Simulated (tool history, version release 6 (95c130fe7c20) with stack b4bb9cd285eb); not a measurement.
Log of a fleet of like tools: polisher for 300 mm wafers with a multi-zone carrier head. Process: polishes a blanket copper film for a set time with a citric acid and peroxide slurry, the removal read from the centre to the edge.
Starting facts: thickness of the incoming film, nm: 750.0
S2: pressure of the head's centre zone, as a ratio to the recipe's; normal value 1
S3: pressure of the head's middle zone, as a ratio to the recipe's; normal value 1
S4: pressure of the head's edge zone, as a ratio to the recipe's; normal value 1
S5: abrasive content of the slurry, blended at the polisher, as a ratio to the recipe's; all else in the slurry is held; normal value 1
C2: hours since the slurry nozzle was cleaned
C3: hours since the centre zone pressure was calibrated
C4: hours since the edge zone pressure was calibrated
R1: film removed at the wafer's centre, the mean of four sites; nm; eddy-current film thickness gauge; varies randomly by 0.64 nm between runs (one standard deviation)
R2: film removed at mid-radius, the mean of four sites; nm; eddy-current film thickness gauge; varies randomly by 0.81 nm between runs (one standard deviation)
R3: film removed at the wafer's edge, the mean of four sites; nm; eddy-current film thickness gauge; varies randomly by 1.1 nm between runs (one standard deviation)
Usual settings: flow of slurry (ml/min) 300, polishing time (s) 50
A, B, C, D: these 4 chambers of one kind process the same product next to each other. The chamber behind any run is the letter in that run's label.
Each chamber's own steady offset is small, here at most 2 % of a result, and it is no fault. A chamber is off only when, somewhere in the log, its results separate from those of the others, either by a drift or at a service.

{"hour": 0.1, "done": "chamber A: worn pad replaced by a new one"}
{"hour": 1.8, "done": "chamber B: worn pad replaced by a new one"}
{"run": "1D", "hour": 9.0, "flow of slurry (ml/min)": 300, "S2": 1, "S3": 1, "S4": 1, "S5": 1, "polishing time (s)": 50, "wafers polished on this pad": 648, "C2": 83.5, "C3": 227.9, "C4": 248, "R1": 83.678, "R2": 81.683, "R3": 85.04}
{"run": "2A", "hour": 20.3, "flow of slurry (ml/min)": 300, "S2": 1, "S3": 1, "S4": 1, "S5": 1, "polishing time (s)": 50, "wafers polished on this pad": 143, "C2": 339, "C3": 182, "C4": 1142.6, "R1": 83.623, "R2": 82.2, "R3": 83.84}
{"run": "3B", "hour": 30.9, "flow of slurry (ml/min)": 300, "S2": 1, "S3": 1, "S4": 1, "S5": 1, "polishing time (s)": 50, "wafers polished on this pad": 207, "C2": 89.9, "C3": 67.9, "C4": 463, "R1": 83.048, "R2": 83.542, "R3": 82.067}
{"hour": 34.6, "done": "chamber A: edge zone pressure recalibrated"}
{"run": "4C", "hour": 38.4, "flow of slurry (ml/min)": 300, "S2": 1, "S3": 1, "S4": 1, "S5": 1, "polishing time (s)": 50, "wafers polished on this pad": 1097, "C2": 179.6, "C3": 597.9, "C4": 132.1, "R1": 82.498, "R2": 82.741, "R3": 85.282}
{"run": "5A", "hour": 48.0, "flow of slurry (ml/min)": 300, "S2": 1, "S3": 1, "S4": 1, "S5": 1, "polishing time (s)": 50, "wafers polished on this pad": 340, "C2": 366.7, "C3": 209.7, "C4": 13.4, "R1": 83.63, "R2": 83.257, "R3": 82.145}
{"run": "6D", "hour": 56.0, "flow of slurry (ml/min)": 300, "S2": 1, "S3": 1, "S4": 1, "S5": 1, "polishing time (s)": 50, "wafers polished on this pad": 981, "C2": 130.5, "C3": 274.9, "C4": 295, "R1": 82.268, "R2": 81.271, "R3": 83.941}
{"hour": 60.0, "done": "chamber C: worn pad replaced by a new one"}
{"run": "7C", "hour": 66.5, "flow of slurry (ml/min)": 300, "S2": 1, "S3": 1, "S4": 1, "S5": 1, "polishing time (s)": 50, "wafers polished on this pad": 46, "C2": 207.7, "C3": 626, "C4": 160.2, "R1": 82.143, "R2": 81.407, "R3": 82.511}
{"run": "8B", "hour": 74.4, "flow of slurry (ml/min)": 300, "S2": 1, "S3": 1, "S4": 1, "S5": 1, "polishing time (s)": 50, "wafers polished on this pad": 515, "C2": 133.4, "C3": 111.4, "C4": 506.5, "R1": 82.574, "R2": 83.986, "R3": 82.343}
{"hour": 77.9, "done": "chamber C: centre zone pressure recalibrated"}
{"run": "9A", "hour": 81.5, "flow of slurry (ml/min)": 300, "S2": 1, "S3": 1, "S4": 1, "S5": 1, "polishing time (s)": 50, "wafers polished on this pad": 578, "C2": 400.2, "C3": 243.2, "C4": 46.9, "R1": 83.588, "R2": 82.424, "R3": 82.575}
{"hour": 86.2, "done": "chamber D: worn pad replaced by a new one"}
{"run": "10C", "hour": 94.6, "flow of slurry (ml/min)": 300, "S2": 1, "S3": 1, "S4": 1, "S5": 1, "polishing time (s)": 50, "wafers polished on this pad": 246, "C2": 235.8, "C3": 16.8, "C4": 188.3, "R1": 82.919, "R2": 80.423, "R3": 82.818}
{"run": "11D", "hour": 106.8, "flow of slurry (ml/min)": 300, "S2": 1, "S3": 1, "S4": 1, "S5": 1, "polishing time (s)": 50, "wafers polished on this pad": 146, "C2": 181.3, "C3": 325.7, "C4": 345.8, "R1": 81.64, "R2": 81.526, "R3": 82.443}
{"run": "12B", "hour": 119.1, "flow of slurry (ml/min)": 300, "S2": 1, "S3": 1, "S4": 1.1, "S5": 1, "polishing time (s)": 35, "wafers polished on this pad": 833, "C2": 178.1, "C3": 156.1, "C4": 551.2, "R1": 57.062, "R2": 58.816, "R3": 61.05}
{"hour": 124.7, "done": "chamber D: edge zone pressure recalibrated"}
{"run": "13A", "hour": 131.5, "flow of slurry (ml/min)": 300, "S2": 1, "S3": 1, "S4": 1.1, "S5": 1, "polishing time (s)": 35, "wafers polished on this pad": 932, "C2": 450.2, "C3": 293.2, "C4": 96.9, "R1": 58.03, "R2": 59.058, "R3": 61.465}
{"run": "14B", "hour": 143.5, "flow of slurry (ml/min)": 300, "S2": 1, "S3": 1, "S4": 1.1, "S5": 1, "polishing time (s)": 35, "wafers polished on this pad": 1006, "C2": 202.5, "C3": 180.5, "C4": 575.6, "R1": 57.858, "R2": 58.463, "R3": 59.151}
{"run": "15C", "hour": 156.4, "flow of slurry (ml/min)": 300, "S2": 1, "S3": 1, "S4": 1.1, "S5": 1, "polishing time (s)": 35, "wafers polished on this pad": 684, "C2": 297.6, "C3": 78.6, "C4": 250.1, "R1": 58.372, "R2": 56.88, "R3": 61.417}
{"run": "16D", "hour": 168.8, "flow of slurry (ml/min)": 300, "S2": 1, "S3": 1, "S4": 1, "S5": 1, "polishing time (s)": 50, "wafers polished on this pad": 586, "C2": 243.3, "C3": 387.7, "C4": 44.2, "R1": 82.046, "R2": 81.727, "R3": 84.529}
{"run": "17A", "hour": 177.5, "flow of slurry (ml/min)": 300, "S2": 1, "S3": 1, "S4": 1, "S5": 1, "polishing time (s)": 50, "wafers polished on this pad": 1259, "C2": 496.2, "C3": 339.2, "C4": 142.9, "R1": 83.669, "R2": 82.95, "R3": 82.438}
{"run": "18B", "hour": 189.5, "flow of slurry (ml/min)": 300, "S2": 1, "S3": 1, "S4": 1, "S5": 1, "polishing time (s)": 50, "wafers polished on this pad": 1332, "C2": 248.5, "C3": 226.5, "C4": 621.6, "R1": 82.796, "R2": 82.972, "R3": 83.221}
{"hour": 196.7, "done": "chamber A: worn pad replaced by a new one"}
{"hour": 202.3, "done": "chamber B: worn pad replaced by a new one"}
{"run": "19C", "hour": 203.2, "flow of slurry (ml/min)": 300, "S2": 1, "S3": 1, "S4": 1, "S5": 1, "polishing time (s)": 50, "wafers polished on this pad": 1016, "C2": 344.4, "C3": 125.4, "C4": 296.9, "R1": 82.632, "R2": 82.406, "R3": 83.605}
{"run": "20D", "hour": 216.9, "flow of slurry (ml/min)": 300, "S2": 1, "S3": 1, "S4": 1, "S5": 1, "polishing time (s)": 50, "wafers polished on this pad": 928, "C2": 291.4, "C3": 435.8, "C4": 92.3, "R1": 80.235, "R2": 82.249, "R3": 83.672}
{"run": "21D", "hour": 226.2, "flow of slurry (ml/min)": 300, "S2": 1, "S3": 1, "S4": 1, "S5": 1, "polishing time (s)": 50, "wafers polished on this pad": 994, "C2": 300.7, "C3": 445.1, "C4": 101.6, "R1": 80.685, "R2": 83.301, "R3": 83.955}
{"hour": 230.4, "done": "chamber C: slurry nozzle cleaned"}
{"run": "22A", "hour": 239.5, "flow of slurry (ml/min)": 300, "S2": 1, "S3": 1, "S4": 1, "S5": 1, "polishing time (s)": 50, "wafers polished on this pad": 304, "C2": 558.2, "C3": 401.2, "C4": 204.9, "R1": 83.449, "R2": 83.947, "R3": 84.66}
{"run": "23C", "hour": 252.8, "flow of slurry (ml/min)": 300, "S2": 1, "S3": 1, "S4": 1, "S5": 1, "polishing time (s)": 50, "wafers polished on this pad": 1368, "C2": 22.4, "C3": 175, "C4": 346.5, "R1": 83.958, "R2": 82.776, "R3": 83.753}
{"run": "24B", "hour": 262.2, "flow of slurry (ml/min)": 300, "S2": 0.92, "S3": 1, "S4": 1, "S5": 1, "polishing time (s)": 60, "wafers polished on this pad": 425, "C2": 321.2, "C3": 299.2, "C4": 694.3, "R1": 90.092, "R2": 99.347, "R3": 98.425}
{"hour": 266.5, "done": "chamber B: edge zone pressure recalibrated"}
{"run": "25B", "hour": 272.1, "flow of slurry (ml/min)": 300, "S2": 0.92, "S3": 1, "S4": 1, "S5": 1, "polishing time (s)": 60, "wafers polished on this pad": 495, "C2": 331.1, "C3": 309.1, "C4": 5.6, "R1": 89.877, "R2": 98.356, "R3": 100.05}
{"hour": 275.2, "done": "chamber D: worn pad replaced by a new one"}
{"run": "26C", "hour": 281.6, "flow of slurry (ml/min)": 300, "S2": 0.92, "S3": 1, "S4": 1, "S5": 1, "polishing time (s)": 60, "wafers polished on this pad": 1573, "C2": 51.2, "C3": 203.8, "C4": 375.3, "R1": 91.514, "R2": 97.203, "R3": 100.47}
{"hour": 287.4, "done": "chamber C: worn pad replaced by a new one"}
{"run": "27D", "hour": 294.6, "flow of slurry (ml/min)": 300, "S2": 0.92, "S3": 1, "S4": 1, "S5": 1, "polishing time (s)": 60, "wafers polished on this pad": 137, "C2": 369.1, "C3": 513.5, "C4": 170, "R1": 85.38, "R2": 98.478, "R3": 101.46}
{"hour": 295.3, "done": "chamber A: slurry nozzle cleaned"}
{"run": "28A", "hour": 302.9, "flow of slurry (ml/min)": 300, "S2": 1, "S3": 1, "S4": 1, "S5": 1, "polishing time (s)": 50, "wafers polished on this pad": 754, "C2": 7.6, "C3": 464.6, "C4": 268.3, "R1": 82.878, "R2": 82.782, "R3": 82.645}
{"hour": 308.6, "done": "chamber B: centre zone pressure recalibrated"}
{"run": "29B", "hour": 310.7, "flow of slurry (ml/min)": 300, "S2": 1, "S3": 1, "S4": 1, "S5": 1, "polishing time (s)": 50, "wafers polished on this pad": 769, "C2": 369.7, "C3": 2.2, "C4": 44.2, "R1": 81.825, "R2": 83.705, "R3": 83.79}
{"run": "30C", "hour": 320.2, "flow of slurry (ml/min)": 300, "S2": 1, "S3": 1, "S4": 1, "S5": 1, "polishing time (s)": 50, "wafers polished on this pad": 232, "C2": 89.8, "C3": 242.4, "C4": 413.9, "R1": 82.477, "R2": 82.359, "R3": 82.07}
{"run": "31D", "hour": 329.2, "flow of slurry (ml/min)": 300, "S2": 1, "S3": 1, "S4": 1, "S5": 1, "polishing time (s)": 50, "wafers polished on this pad": 383, "C2": 403.7, "C3": 548.1, "C4": 204.6, "R1": 77.061, "R2": 81.435, "R3": 84.968}
{"run": "32A", "hour": 336.6, "flow of slurry (ml/min)": 300, "S2": 1, "S3": 1, "S4": 1, "S5": 1, "polishing time (s)": 50, "wafers polished on this pad": 993, "C2": 41.3, "C3": 498.3, "C4": 302, "R1": 82.585, "R2": 82.314, "R3": 82.428}
{"run": "33C", "hour": 347.1, "flow of slurry (ml/min)": 300, "S2": 1, "S3": 1, "S4": 1, "S5": 1, "polishing time (s)": 50, "wafers polished on this pad": 423, "C2": 116.7, "C3": 269.3, "C4": 440.8, "R1": 83.066, "R2": 81.821, "R3": 84.014}
{"hour": 351.9, "done": "chamber A: worn pad replaced by a new one"}
{"run": "34B", "hour": 358.4, "flow of slurry (ml/min)": 300, "S2": 1, "S3": 1, "S4": 1, "S5": 1, "polishing time (s)": 50, "wafers polished on this pad": 1108, "C2": 417.4, "C3": 49.9, "C4": 91.9, "R1": 82.883, "R2": 81.883, "R3": 82.786}
{"hour": 361.7, "done": "chamber D: slurry nozzle cleaned"}
{"run": "35A", "hour": 371.6, "flow of slurry (ml/min)": 300, "S2": 1, "S3": 1, "S4": 1, "S5": 1, "polishing time (s)": 50, "wafers polished on this pad": 140, "C2": 76.3, "C3": 533.3, "C4": 337, "R1": 83.56, "R2": 84.242, "R3": 83.341}
{"hour": 373.5, "done": "chamber B: worn pad replaced by a new one"}
{"hour": 378.7, "done": "chamber A: centre zone pressure recalibrated"}
{"run": "36D", "hour": 384.6, "flow of slurry (ml/min)": 300, "S2": 1, "S3": 1, "S4": 1, "S5": 1, "polishing time (s)": 50, "wafers polished on this pad": 776, "C2": 23, "C3": 603.5, "C4": 260, "R1": 77.906, "R2": 82.095, "R3": 84.254}
{"run": "37D", "hour": 397.2, "flow of slurry (ml/min)": 300, "S2": 1, "S3": 1, "S4": 1, "S5": 1, "polishing time (s)": 50, "wafers polished on this pad": 865, "C2": 35.6, "C3": 616.1, "C4": 272.6, "R1": 77.997, "R2": 82.67, "R3": 83.538}
{"run": "38B", "hour": 408.6, "flow of slurry (ml/min)": 300, "S2": 1, "S3": 1.11, "S4": 1, "S5": 1, "polishing time (s)": 50, "wafers polished on this pad": 249, "C2": 467.6, "C3": 100.1, "C4": 142.1, "R1": 82.415, "R2": 90.378, "R3": 82.581}
{"run": "39C", "hour": 419.9, "flow of slurry (ml/min)": 300, "S2": 1, "S3": 1.11, "S4": 1, "S5": 1, "polishing time (s)": 50, "wafers polished on this pad": 940, "C2": 189.5, "C3": 342.1, "C4": 513.6, "R1": 82.227, "R2": 89.393, "R3": 83.596}
{"run": "40A", "hour": 429.2, "flow of slurry (ml/min)": 300, "S2": 1, "S3": 1.11, "S4": 1, "S5": 1, "polishing time (s)": 50, "wafers polished on this pad": 549, "C2": 133.9, "C3": 50.6, "C4": 394.6, "R1": 82.529, "R2": 89.409, "R3": 83.488}

Is one chamber out of step, is the gauge drifting, or do the chambers differ by no more than their own small offsets? For an off chamber, give its letter and the likeliest cause.

It is chamber D that slowly wanders off from its peers.
Cause: centre zone's pressure below its setpoint, % = 6.84.

Below are 4 candidate recipes for chamber D's next run, each the usual settings with a change, their results shown as question marks. Which of them brings D's results back in line with what the other chambers give on the usual settings?
Maximum distance from the other chambers' mean on the usual settings for a result to count as in line: R1 2.2 nm; R2 2.8 nm; R3 3.8 nm
{"run": "41D-1", "hour": 439.1, "flow of slurry (ml/min)": 290, "S2": 0.89, "S3": 1.01, "S4": 1.05, "S5": 1, "polishing time (s)": 50, "R1": "?", "R2": "?", "R3": "?"}
{"run": "41D-2", "hour": 439.1, "flow of slurry (ml/min)": 295, "S2": 0.93, "S3": 1, "S4": 1.03, "S5": 1, "polishing time (s)": 50, "R1": "?", "R2": "?", "R3": "?"}
{"run": "41D-3", "hour": 439.1, "flow of slurry (ml/min)": 310, "S2": 1.11, "S3": 0.99, "S4": 0.95, "S5": 1, "polishing time (s)": 51, "R1": "?", "R2": "?", "R3": "?"}
{"run": "41D-4", "hour": 439.1, "flow of slurry (ml/min)": 305, "S2": 1.07, "S3": 1, "S4": 0.97, "S5": 1, "polishing time (s)": 50, "R1": "?", "R2": "?", "R3": "?"}

Average result of the remaining chambers running the usual settings: R1 82.918 nm; R2 82.479 nm; R3 83.075 nm
run=41D-1 R1=66.536 R2=82.927 R3=86.191
run=41D-2 R1=70.06 R2=82.305 R3=85.42
run=41D-3 R1=87.538 R2=83.514 R3=83.791
run=41D-4 R1=82.267 R2=82.515 R3=82.939
With 41D-4, the chamber falls back in line with the rest.

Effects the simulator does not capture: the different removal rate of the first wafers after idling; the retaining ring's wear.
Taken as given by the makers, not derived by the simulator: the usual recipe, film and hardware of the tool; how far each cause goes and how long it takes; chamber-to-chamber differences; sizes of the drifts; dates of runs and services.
